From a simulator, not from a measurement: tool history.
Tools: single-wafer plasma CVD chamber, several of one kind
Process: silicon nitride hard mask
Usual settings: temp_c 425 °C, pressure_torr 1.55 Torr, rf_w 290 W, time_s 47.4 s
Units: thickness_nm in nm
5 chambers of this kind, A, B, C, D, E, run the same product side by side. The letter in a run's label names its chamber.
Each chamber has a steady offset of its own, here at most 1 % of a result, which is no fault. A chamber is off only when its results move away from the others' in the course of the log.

run	hour	temp_c	pressure_torr	rf_w	time_s	read-back reference wafer on the same gauge, thickness_nm	thickness_nm
1D	5.8	425	1.55	290	47.4	55.504	52.260
2E	16.6	425	1.55	290	47.4	55.517	51.976
3A	22.6	425	1.55	290	47.4	55.509	52.616
4B	32.2	425	1.55	290	47.4	55.506	52.568
5C	44.0	425	1.55	290	47.4	55.556	52.279
6E	51.6	425	1.55	290	47.4	55.568	52.188
7C	59.2	425	1.55	290	47.4	55.568	52.306
8A	65.7	425	1.55	290	47.4	55.564	52.614
9B	75.4	425	1.55	290	47.4	55.594	52.595
10D	83.8	425	1.55	290	47.4	55.598	52.283
11B	91.6	425	1.55	290	47.4	55.593	52.720
12A	101.7	425	1.55	290	47.4	55.602	52.730
13C	107.5	425	1.55	290	47.4	55.625	52.342
14E	114.3	425	1.55	290	47.4	55.617	52.181
15D	123.8	425	1.55	290	47.4	55.638	52.335
16B	132.1	425	1.55	290	41.7	55.637	46.262
17C	144.4	425	1.55	290	41.7	55.663	46.068
18D	155.8	425	1.55	290	41.7	55.677	46.153
19E	164.9	425	1.55	290	41.7	55.668	45.918
20A	176.4	425	1.55	290	41.7	55.686	46.276
21A	187.9	425	1.22	290	47.4	55.700	48.988
# hour 190.9: chamber C: RF generator calibrated
22B	198.6	425	1.22	290	47.4	55.714	49.098
# hour 201.6: chamber E: thermocouple changed; heater temperature recalibrated
23E	209.5	425	1.22	290	47.4	55.707	48.529
24D	218.7	425	1.22	290	47.4	55.741	48.853
25C	224.9	425	1.22	290	47.4	55.728	48.690
26A	234.7	436	1.55	290	47.4	55.746	52.498
27E	245.9	436	1.55	290	47.4	55.772	52.057
28B	256.4	436	1.55	290	47.4	55.770	52.601
29C	263.5	436	1.55	290	47.4	55.786	52.195
30D	272.6	436	1.55	290	47.4	55.801	52.321

What goes on in this fleet: one chamber off, a drifting gauge, or nothing beyond the chambers' own small offsets? Name the chamber and the cause, if any.

The gauge drifts, so all chambers seem to drift together. No chamber is off.
Cause: gauge reads high (%) = 0.529.

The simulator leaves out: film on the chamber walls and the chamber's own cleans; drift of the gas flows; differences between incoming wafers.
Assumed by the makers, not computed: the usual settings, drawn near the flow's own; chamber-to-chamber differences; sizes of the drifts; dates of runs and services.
